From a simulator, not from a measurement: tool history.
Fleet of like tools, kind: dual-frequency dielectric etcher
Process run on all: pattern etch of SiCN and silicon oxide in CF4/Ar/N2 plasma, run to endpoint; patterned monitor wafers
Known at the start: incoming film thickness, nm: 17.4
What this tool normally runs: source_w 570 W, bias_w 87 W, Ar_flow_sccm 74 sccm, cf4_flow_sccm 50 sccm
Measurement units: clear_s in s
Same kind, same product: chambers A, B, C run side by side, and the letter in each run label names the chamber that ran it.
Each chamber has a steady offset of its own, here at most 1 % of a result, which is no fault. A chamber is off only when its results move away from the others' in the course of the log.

Run 1C, hour 2.6: usual settings. Result: clear_s 15.556 s.
Run 2B, hour 6.0: usual settings. Result: clear_s 15.548 s.
Run 3A, hour 10.8: usual settings. Result: clear_s 15.353 s.
Run 4C, hour 13.6: usual settings. Result: clear_s 15.543 s.
Run 5A, hour 16.0: usual settings. Result: clear_s 15.405 s.
Run 6B, hour 19.3: usual settings. Result: clear_s 15.318 s.
Run 7C, hour 22.8: usual settings but source_w 690 W, bias_w 80 W. Result: clear_s 13.510 s.
Run 8A, hour 26.8: usual settings but source_w 690 W, bias_w 80 W. Result: clear_s 13.343 s.
Run 9B, hour 29.1: usual settings but source_w 690 W, bias_w 80 W. Result: clear_s 13.412 s.
Run 10A, hour 33.5: usual settings. Result: clear_s 15.281 s.
Run 11C, hour 38.3: usual settings. Result: clear_s 15.531 s.
Run 12B, hour 42.8: usual settings. Result: clear_s 15.460 s.
Run 13A, hour 46.3: usual settings. Result: clear_s 15.335 s.
Run 14B, hour 50.8: usual settings. Result: clear_s 15.321 s.
Run 15C, hour 53.7: usual settings. Result: clear_s 15.437 s.
Run 16B, hour 57.1: usual settings. Result: clear_s 15.404 s.
Run 17A, hour 59.5: usual settings but Ar_flow_sccm 59 sccm. Result: clear_s 14.776 s.
Run 18C, hour 63.5: usual settings but Ar_flow_sccm 59 sccm. Result: clear_s 14.867 s.
Run 19A, hour 67.1: usual settings but Ar_flow_sccm 59 sccm. Result: clear_s 14.762 s.
Run 20B, hour 71.6: usual settings. Result: clear_s 15.501 s.
Run 21C, hour 75.9: usual settings. Result: clear_s 15.509 s.
At hour 78.4: chamber B: Ar flow controller replaced.
Run 22A, hour 78.7: usual settings. Result: clear_s 15.255 s.
Run 23C, hour 83.4: usual settings. Result: clear_s 15.437 s.
Run 24B, hour 86.0: usual settings. Result: clear_s 15.489 s.
Run 25C, hour 89.7: usual settings. Result: clear_s 15.331 s.
Run 26B, hour 92.1: usual settings. Result: clear_s 15.473 s.
Run 27A, hour 94.8: usual settings. Result: clear_s 14.968 s.
Run 28A, hour 98.7: usual settings. Result: clear_s 15.064 s.
Run 29B, hour 102.4: usual settings. Result: clear_s 15.337 s.
Run 30C, hour 106.4: usual settings. Result: clear_s 15.415 s.
Run 31A, hour 110.9: usual settings. Result: clear_s 15.007 s.
Run 32C, hour 113.0: usual settings. Result: clear_s 15.357 s.
Run 33B, hour 117.4: usual settings. Result: clear_s 15.329 s.
Run 34B, hour 122.1: usual settings. Result: clear_s 15.285 s.
Run 35C, hour 125.1: usual settings but Ar_flow_sccm 86 sccm. Result: clear_s 15.872 s.
Run 36A, hour 129.7: usual settings but Ar_flow_sccm 86 sccm. Result: clear_s 15.146 s.
Run 37B, hour 132.1: usual settings but Ar_flow_sccm 86 sccm. Result: clear_s 15.653 s.
Run 38A, hour 136.3: usual settings. Result: clear_s 14.649 s.
Run 39C, hour 140.5: usual settings. Result: clear_s 15.560 s.
Run 40A, hour 144.5: usual settings. Result: clear_s 14.625 s.
Run 41B, hour 146.9: usual settings. Result: clear_s 15.417 s.
Run 42C, hour 151.3: usual settings but source_w 450 W, cf4_flow_sccm 55 sccm. Result: clear_s 18.778 s.

Decide between three cases: one chamber stands off from its peers, the gauge reading all wafers drifts, or nothing is wrong past each chamber's small offset. Where a chamber is off, say which and what most likely put it there.

It is chamber A that slowly wanders off from its peers.
What lies behind it: etch rate over this chamber's usual, % = 4.67.
Not necessarily distinguishable in this log from: source power that arrives over what is set, %.

Here are 4 candidates for chamber A's next run, each the usual settings with a change, their results left as question marks. Which one brings its results back in line with what the others give on the usual settings?
In line here means within this much of the mean the other chambers give on the usual settings: clear_s 0.270 s
Run 43A-1, hour 154.8: usual settings but source_w 520 W, Ar_flow_sccm 75 sccm, cf4_flow_sccm 49 sccm. Result: clear_s ?.
Run 43A-2, hour 154.8: usual settings but source_w 630 W. Result: clear_s ?.
Run 43A-3, hour 154.8: usual settings but source_w 600 W, bias_w 89 W, Ar_flow_sccm 73 sccm. Result: clear_s ?.
Run 43A-4, hour 154.8: usual settings but source_w 540 W, bias_w 85 W. Result: clear_s ?.

On the usual settings, the other chambers give on average: clear_s 15.442 s
  run  clear_s
43A-1   15.933
43A-2   13.370
43A-3   13.825
43A-4   15.458
43A-4 is the one that brings the chamber's results back in line with the other chambers.
